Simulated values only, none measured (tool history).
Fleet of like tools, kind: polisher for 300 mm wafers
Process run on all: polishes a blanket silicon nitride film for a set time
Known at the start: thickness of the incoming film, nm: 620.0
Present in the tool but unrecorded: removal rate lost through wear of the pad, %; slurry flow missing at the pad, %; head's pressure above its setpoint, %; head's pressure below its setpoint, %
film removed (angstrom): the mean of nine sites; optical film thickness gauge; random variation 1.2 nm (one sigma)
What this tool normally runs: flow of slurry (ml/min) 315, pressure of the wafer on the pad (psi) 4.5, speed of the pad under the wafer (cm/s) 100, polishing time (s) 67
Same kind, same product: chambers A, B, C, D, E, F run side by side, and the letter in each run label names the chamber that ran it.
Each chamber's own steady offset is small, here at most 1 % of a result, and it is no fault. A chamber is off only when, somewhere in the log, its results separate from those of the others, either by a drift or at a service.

run   hour  flow of slurry (ml/min)  pressure of the wafer on the pad (psi)  speed of the pad under the wafer (cm/s)  polishing time (s)  wafers polished on this pad  hours since the slurry nozzle was cleaned  hours since the head pressure was calibrated  film removed (angstrom)
 1C    7.2                      315                                     4.5                                      100                  67                          358                                      309.9                                         237.1                   1810.9
       9.6  -- chamber E: head pressure recalibrated
 2D   14.9                      315                                     4.5                                      100                  67                          157                                      171.7                                         551.1                   1784.2
 3E   22.1                      315                                     4.5                                      100                  67                          166                                       35.6                                          12.5                     1796
      26.9  -- chamber B: worn pad replaced by a new one
 4B   27.5                      315                                     4.5                                      100                  67                            4                                      684.3                                         660.2                   1785.3
      29.8  -- chamber F: worn pad replaced by a new one
 5F   33.5                      315                                     4.5                                      100                  67                           26                                        657                                          87.3                   1777.8
      35.8  -- chamber C: worn pad replaced by a new one
 6A   37.8                      315                                     4.5                                      100                  67                          303                                      109.5                                         107.9                   1798.4
 7B   45.6                      315                                     4.5                                      100                  67                          129                                      702.4                                         678.3                   1802.9
 8E   50.8                      315                                     5.1                                      100                  78                          364                                       64.3                                          41.2                   2383.7
 9F     58                      315                                     5.1                                      100                  78                          195                                      681.5                                         111.8                   2361.5
10A   65.1                      315                                     5.1                                      100                  78                          491                                      136.8                                         135.2                     2391
11D   71.3                      315                                     5.1                                      100                  78                          546                                      228.1                                         607.5                     2373
12C   77.4                      315                                     5.1                                      100                  78                          287                                      380.1                                         307.3                   2401.7
13E   83.4                      315                                     5.1                                      100                  78                          589                                       96.9                                          73.8                   2369.1
      85.4  -- chamber B: slurry nozzle cleaned
14A     92                      315                                     4.5                                      100                  67                          677                                      163.7                                         162.1                   1796.5
15C   96.8                      315                                     4.5                                      100                  67                          421                                      399.5                                         326.7                   1818.3
     100.4  -- chamber A: worn pad replaced by a new one
     100.5  -- chamber D: slurry nozzle cleaned
16F  101.7                      315                                     4.5                                      100                  67                          496                                      725.2                                         155.5                   1781.5
17D  108.9                      315                                     4.5                                      100                  67                          805                                        8.5                                         645.1                   1803.8
     110.9  -- chamber F: slurry nozzle cleaned
     112.3  -- chamber F: worn pad replaced by a new one
18B  113.7                      315                                     4.5                                      100                  67                          599                                       28.3                                         746.4                   1778.8
     118.5  -- chamber C: head pressure recalibrated
19B  122.5                      315                                     4.5                                      100                  67                          659                                       37.1                                         755.2                   1781.7
20A  128.2                      415                                     4.5                                      100                  67                          192                                      199.9                                         198.3                     1853
     135.7  -- chamber D: head pressure recalibrated
21F    137                      415                                     4.5                                      100                  67                          170                                       26.1                                         190.8                   1831.8
     139.5  -- chamber C: worn pad replaced by a new one
     145.2  -- chamber B: head pressure recalibrated
22E  146.3                      415                                     4.5                                      100                  67                         1023                                      159.8                                         136.7                   1850.2
23C    155                      415                                     4.5                                      100                  67                          107                                      457.7                                          36.6                     1846
24D  163.2                      415                                     4.5                                      100                  67                         1180                                       62.8                                          27.6                   2016.3
     165.5  -- chamber C: slurry nozzle cleaned
25F  169.9                      415                                     4.5                                      100                  67                          397                                         59                                         223.7                   1808.5
     173.4  -- chamber B: worn pad replaced by a new one
26A  175.7                      315                                     4.5                                      100                  67                          519                                      247.4                                         245.8                   1777.6
27C  183.2                      315                                     3.7                                       80                  67                          302                                       17.8                                          64.8                   1248.9
28B  189.9                      315                                     3.7                                       80                  67                          113                                      104.5                                          44.8                     1253
29D    197                      315                                     3.7                                       80                  67                         1413                                       96.6                                          61.4                   1344.8
     199.8  -- chamber E: worn pad replaced by a new one
30E  203.6                      315                                     3.7                                       80                  67                           26                                      217.1                                           194                   1230.4
31E  209.7                      315                                     3.7                                       80                  67                           68                                      223.2                                         200.1                   1254.8
     210.5  -- chamber F: worn pad replaced by a new one
     210.9  -- chamber D: worn pad replaced by a new one
32C  213.9                      315                                     3.7                                       80                  67                          513                                       48.5                                          95.5                   1236.8
     219.2  -- chamber A: worn pad replaced by a new one
33D  219.8                      315                                     4.5                                      100                  67                           61                                      119.4                                          84.2                   1951.5
34F  226.5                      315                                     4.5                                      100                  67                          111                                      115.6                                         280.3                   1788.8
35A  233.2                      315                                     4.5                                      100                  67                           96                                      304.9                                         303.3                   1802.3
36B  242.3                      315                                     4.5                                      100                  67                          475                                      156.9                                          97.2                   1790.7

Next, all 6 chambers run the settings below, one line each with question marks for the results. What does each chamber give?
37A  249.2                      315                                     4.5                                      100                  67                                                                                                                                              ?
37B  249.2                      315                                     4.5                                      100                  67                                                                                                                                              ?
37C  249.2                      315                                     4.5                                      100                  67                                                                                                                                              ?
37D  249.2                      315                                     4.5                                      100                  67                                                                                                                                              ?
37E  249.2                      315                                     4.5                                      100                  67                                                                                                                                              ?
37F  249.2                      315                                     4.5                                      100                  67                                                                                                                                              ?

run  film removed (angstrom)
37A                   1802.8
37B                   1770.4
37C                   1808.8
37D                   1947.5
37E                   1809.1
37F                   1787.6
